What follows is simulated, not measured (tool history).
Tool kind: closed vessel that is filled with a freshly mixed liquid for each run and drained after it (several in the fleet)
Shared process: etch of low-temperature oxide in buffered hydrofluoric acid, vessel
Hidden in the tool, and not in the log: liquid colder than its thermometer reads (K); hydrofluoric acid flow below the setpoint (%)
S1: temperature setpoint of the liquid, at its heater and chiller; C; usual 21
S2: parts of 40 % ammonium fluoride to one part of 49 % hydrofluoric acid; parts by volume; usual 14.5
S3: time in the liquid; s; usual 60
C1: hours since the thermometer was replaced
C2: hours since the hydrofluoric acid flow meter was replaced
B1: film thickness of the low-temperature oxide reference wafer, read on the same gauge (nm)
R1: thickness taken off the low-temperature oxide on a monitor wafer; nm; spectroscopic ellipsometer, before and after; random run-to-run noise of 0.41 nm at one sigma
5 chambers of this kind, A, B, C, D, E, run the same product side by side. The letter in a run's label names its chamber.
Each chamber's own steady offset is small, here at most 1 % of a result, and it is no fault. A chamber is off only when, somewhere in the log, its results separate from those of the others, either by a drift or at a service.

| run | hour | S1 | S2 | S3 | C1 | C2 | B1 | R1 |
|---|---|---|---|---|---|---|---|---|
| 1E | 10.5 | 21 | 14.5 | 60 | 733.9 | 286.3 | 130 | 104.59 |
| 2A | 18 | 21 | 14.5 | 60 | 672.4 | 979.7 | 130.01 | 105.62 |
| 3C | 25.7 | 21 | 14.5 | 60 | 171.5 | 622.6 | 129.96 | 106.49 |
| 4D | 34.8 | 21 | 14.5 | 60 | 174.8 | 913 | 129.99 | 104.7 |
|  | 39.2 | chamber A: thermometer replaced |
| 5B | 41.2 | 21 | 14.5 | 60 | 886.8 | 922.1 | 129.99 | 106.04 |
| 6D | 46.5 | 21 | 14.5 | 60 | 186.5 | 924.7 | 130.02 | 104.61 |
| 7C | 56.8 | 21 | 14.5 | 60 | 202.6 | 653.7 | 130.03 | 106.47 |
| 8A | 64.9 | 21 | 14.5 | 60 | 25.7 | 1026.6 | 129.98 | 105.86 |
| 9B | 70.3 | 21 | 14.5 | 60 | 915.9 | 951.2 | 130.01 | 106.26 |
| 10E | 78.7 | 21 | 14.5 | 60 | 802.1 | 354.5 | 129.96 | 105.04 |
| 11D | 86.6 | 24 | 14.5 | 35 | 226.6 | 964.8 | 129.98 | 72.232 |
|  | 88 | chamber C: hydrofluoric acid flow meter replaced |
| 12B | 92 | 24 | 14.5 | 35 | 937.6 | 972.9 | 129.99 | 72.656 |
| 13C | 100 | 24 | 14.5 | 35 | 245.8 | 12.1 | 130 | 73.039 |
| 14E | 110.6 | 24 | 14.5 | 35 | 834 | 386.4 | 129.95 | 71.954 |
| 15A | 116.5 | 24 | 14.5 | 35 | 77.3 | 1078.2 | 129.95 | 72.774 |
| 16A | 123.2 | 25 | 14.5 | 75 | 84 | 1084.9 | 129.98 | 165.38 |
| 17B | 131.6 | 25 | 14.5 | 75 | 977.2 | 1012.5 | 129.95 | 164.43 |
| 18E | 142.3 | 25 | 14.5 | 75 | 865.7 | 418.1 | 129.98 | 162.42 |
| 19C | 148.4 | 25 | 14.5 | 75 | 294.2 | 60.5 | 129.92 | 164.52 |
| 20D | 158.7 | 25 | 14.5 | 75 | 298.7 | 1036.9 | 129.93 | 163.47 |
| 21B | 163.9 | 21 | 14.5 | 60 | 1009.5 | 1044.8 | 130.01 | 106.41 |
| 22E | 171 | 21 | 14.5 | 60 | 894.4 | 446.8 | 129.97 | 104.45 |
| 23A | 178 | 21 | 14.5 | 60 | 138.8 | 1139.7 | 130.01 | 105.48 |
| 24C | 189.1 | 21 | 14.5 | 60 | 334.9 | 101.2 | 130.01 | 106.42 |
|  | 191.2 | chamber A: hydrofluoric acid flow meter replaced |
|  | 193.8 | chamber B: hydrofluoric acid flow meter replaced |
| 25D | 196.9 | 21 | 14.5 | 60 | 336.9 | 1075.1 | 130.02 | 104.72 |
| 26D | 203.5 | 21 | 14.5 | 60 | 343.5 | 1081.7 | 130.06 | 104.88 |
| 27E | 212.5 | 18 | 14.5 | 60 | 935.9 | 488.3 | 130.06 | 87.089 |
| 28B | 221.2 | 18 | 14.5 | 60 | 1066.8 | 27.5 | 130.01 | 89.72 |
| 29A | 232.1 | 18 | 14.5 | 60 | 192.9 | 41 | 129.99 | 89.339 |
| 30C | 241.8 | 18 | 14.5 | 60 | 387.6 | 153.9 | 130 | 90.129 |

Does one chamber stand apart from the rest, does the shared gauge drift, or is all well apart from small per-chamber offsets? Give the chamber and the most likely cause, where there is one.

Little by little, chamber E moves away from the other chambers.
Most likely cause: hydrofluoric acid flow below the setpoint (%) = 3.55.
It could be hard to tell apart here from: liquid colder than its thermometer reads (K).

Which of the 4 candidates below, each the usual settings with something changed and its results left as question marks, puts chamber E back in line with what the other chambers give on the usual settings?
In line means no further than this from the other chambers' mean on the usual settings: R1 1.4 nm
| 31E-1 | 249.8 | 21 | 15.5 | 60 |  |  |  | ? |
| 31E-2 | 249.8 | 21 | 15 | 60 |  |  |  | ? |
| 31E-3 | 249.8 | 21 | 14 | 60 |  |  |  | ? |
| 31E-4 | 249.8 | 21.5 | 14 | 60 |  |  |  | ? |

Average result of the remaining chambers running the usual settings: R1 105.64 nm
| run | R1 |
|---|---|
| 31E-1 | 95.281 |
| 31E-2 | 98.357 |
| 31E-3 | 105.16 |
| 31E-4 | 108.19 |
31E-3 brings the chamber back in line.
